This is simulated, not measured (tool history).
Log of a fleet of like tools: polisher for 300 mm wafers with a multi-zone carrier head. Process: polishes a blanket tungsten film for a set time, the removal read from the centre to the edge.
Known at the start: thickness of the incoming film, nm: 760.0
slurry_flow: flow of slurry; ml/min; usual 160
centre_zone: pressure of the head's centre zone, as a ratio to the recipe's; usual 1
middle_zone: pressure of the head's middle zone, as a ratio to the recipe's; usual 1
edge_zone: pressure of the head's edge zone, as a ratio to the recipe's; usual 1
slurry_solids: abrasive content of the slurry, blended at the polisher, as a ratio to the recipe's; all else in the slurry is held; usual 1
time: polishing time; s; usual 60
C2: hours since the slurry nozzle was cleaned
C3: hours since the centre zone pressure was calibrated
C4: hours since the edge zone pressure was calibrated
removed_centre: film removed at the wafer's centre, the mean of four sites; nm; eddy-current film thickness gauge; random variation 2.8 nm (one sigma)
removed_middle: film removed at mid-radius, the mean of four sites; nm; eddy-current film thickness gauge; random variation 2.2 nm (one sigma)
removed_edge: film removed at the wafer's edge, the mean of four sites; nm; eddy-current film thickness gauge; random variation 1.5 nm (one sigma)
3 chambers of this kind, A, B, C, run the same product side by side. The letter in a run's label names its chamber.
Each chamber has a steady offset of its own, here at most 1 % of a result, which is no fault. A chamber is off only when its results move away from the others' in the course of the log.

Run 1A, day 0.258: usual settings; wafers polished on this pad 661; C2 170.8; C3 129.3; C4 207.8. Result: removed_centre 221.94 nm, removed_middle 225.94 nm, removed_edge 224.52 nm.
At day 0.421: chamber C: worn pad replaced by a new one.
Run 2C, day 0.5: usual settings; wafers polished on this pad 16; C2 471; C3 386.4; C4 1221.3. Result: removed_centre 229.41 nm, removed_middle 224.35 nm, removed_edge 227.91 nm.
Run 3B, day 0.783: usual settings; wafers polished on this pad 663; C2 292.3; C3 441.4; C4 336. Result: removed_centre 231.52 nm, removed_middle 229.53 nm, removed_edge 227.71 nm.
At day 0.992: chamber B: centre zone pressure recalibrated.
Run 4C, day 1.046: usual settings; wafers polished on this pad 127; C2 484.1; C3 399.5; C4 1234.4. Result: removed_centre 227.05 nm, removed_middle 224.23 nm, removed_edge 226.4 nm.
At day 1.333: chamber B: worn pad replaced by a new one.
Run 5A, day 1.388: usual settings; wafers polished on this pad 890; C2 197.9; C3 156.4; C4 234.9. Result: removed_centre 227.55 nm, removed_middle 222.76 nm, removed_edge 224.55 nm.
Run 6B, day 1.646: usual settings but middle_zone 1.04; wafers polished on this pad 64; C2 313; C3 15.8; C4 356.7. Result: removed_centre 230.16 nm, removed_middle 234.94 nm, removed_edge 226.52 nm.
Run 7B, day 2.004: usual settings but middle_zone 1.04; wafers polished on this pad 136; C2 321.6; C3 24.4; C4 365.3. Result: removed_centre 233.38 nm, removed_middle 232.66 nm, removed_edge 229.48 nm.
Run 8A, day 2.192: usual settings but middle_zone 1.04; wafers polished on this pad 1053; C2 217.2; C3 175.7; C4 254.2. Result: removed_centre 222.91 nm, removed_middle 232.72 nm, removed_edge 223.27 nm.
Run 9C, day 2.362: usual settings; wafers polished on this pad 394; C2 515.7; C3 431.1; C4 1266. Result: removed_centre 225.36 nm, removed_middle 224.3 nm, removed_edge 230.42 nm.
Run 10A, day 2.633: usual settings; wafers polished on this pad 1143; C2 227.8; C3 186.3; C4 264.8. Result: removed_centre 222.2 nm, removed_middle 225.25 nm, removed_edge 222.87 nm.
Run 11B, day 2.917: usual settings; wafers polished on this pad 322; C2 343.5; C3 46.3; C4 387.2. Result: removed_centre 227.37 nm, removed_middle 230.73 nm, removed_edge 229.35 nm.
At day 3.004: chamber C: worn pad replaced by a new one.
Run 12C, day 3.108: usual settings; wafers polished on this pad 21; C2 533.6; C3 449; C4 1283.9. Result: removed_centre 230.92 nm, removed_middle 226.18 nm, removed_edge 227.59 nm.
Run 13C, day 3.392: usual settings; wafers polished on this pad 79; C2 540.4; C3 455.8; C4 1290.7. Result: removed_centre 226.65 nm, removed_middle 225.56 nm, removed_edge 229.46 nm.
Run 14B, day 3.592: usual settings; wafers polished on this pad 459; C2 359.7; C3 62.5; C4 403.4. Result: removed_centre 228.34 nm, removed_middle 223.84 nm, removed_edge 228.04 nm.
Run 15A, day 3.929: usual settings but middle_zone 1.1; wafers polished on this pad 1406; C2 258.9; C3 217.4; C4 295.9. Result: removed_centre 223.08 nm, removed_middle 243.74 nm, removed_edge 221.2 nm.
Run 16A, day 4.175: usual settings but middle_zone 1.1; wafers polished on this pad 1456; C2 264.8; C3 223.3; C4 301.8. Result: removed_centre 217.41 nm, removed_middle 242.37 nm, removed_edge 217.82 nm.
Run 17B, day 4.454: usual settings but middle_zone 1.1; wafers polished on this pad 634; C2 380.4; C3 83.2; C4 424.1. Result: removed_centre 227.33 nm, removed_middle 251.16 nm, removed_edge 228.79 nm.
Run 18C, day 4.646: usual settings; wafers polished on this pad 333; C2 570.5; C3 485.9; C4 1320.8. Result: removed_centre 228.13 nm, removed_middle 226.43 nm, removed_edge 227.18 nm.
Run 19B, day 4.942: usual settings; wafers polished on this pad 732; C2 392.1; C3 94.9; C4 435.8. Result: removed_centre 230.95 nm, removed_middle 230.21 nm, removed_edge 229.24 nm.
Run 20C, day 5.292: usual settings; wafers polished on this pad 465; C2 586; C3 501.4; C4 1336.3. Result: removed_centre 224.21 nm, removed_middle 222.73 nm, removed_edge 228.24 nm.
Run 21A, day 5.471: usual settings; wafers polished on this pad 1718; C2 295.9; C3 254.4; C4 332.9. Result: removed_centre 215.74 nm, removed_middle 214.71 nm, removed_edge 214.43 nm.
At day 5.55: chamber C: worn pad replaced by a new one.
Run 22A, day 5.642: usual settings; wafers polished on this pad 1753; C2 300; C3 258.5; C4 337. Result: removed_centre 216.99 nm, removed_middle 211.87 nm, removed_edge 215.91 nm.
Run 23B, day 5.917: usual settings; wafers polished on this pad 930; C2 415.5; C3 118.3; C4 459.2. Result: removed_centre 227.83 nm, removed_middle 228.45 nm, removed_edge 228.81 nm.
At day 6.088: chamber B: worn pad replaced by a new one.
Run 24C, day 6.158: usual settings; wafers polished on this pad 123; C2 606.8; C3 522.2; C4 1357.1. Result: removed_centre 227.53 nm, removed_middle 224.71 nm, removed_edge 225.84 nm.
Run 25B, day 6.504: usual settings; wafers polished on this pad 85; C2 429.6; C3 132.4; C4 473.3. Result: removed_centre 229.03 nm, removed_middle 229.89 nm, removed_edge 227.13 nm.
Run 26C, day 6.767: usual settings but edge_zone 0.92; wafers polished on this pad 247; C2 621.4; C3 536.8; C4 1371.7. Result: removed_centre 227.05 nm, removed_middle 224.22 nm, removed_edge 216.81 nm.
Run 27A, day 7.096: usual settings but edge_zone 0.92; wafers polished on this pad 2048; C2 334.9; C3 293.4; C4 371.9. Result: removed_centre 208.03 nm, removed_middle 209.31 nm, removed_edge 202.2 nm.
Run 28C, day 7.35: usual settings but edge_zone 0.92; wafers polished on this pad 365; C2 635.4; C3 550.8; C4 1385.7. Result: removed_centre 229.28 nm, removed_middle 226.74 nm, removed_edge 218.3 nm.

Next, every chamber runs the same settings. What will each give?
Run 29A, day 7.608: usual settings. Result: removed_centre ?, removed_middle ?, removed_edge ?.
Run 29B, day 7.608: usual settings. Result: removed_centre ?, removed_middle ?, removed_edge ?.
Run 29C, day 7.608: usual settings. Result: removed_centre ?, removed_middle ?, removed_edge ?.

run  removed_centre  removed_middle  removed_edge
29A           204.9          207.58        208.28
29B          229.94          227.46        231.15
29C           230.8          222.16        225.93
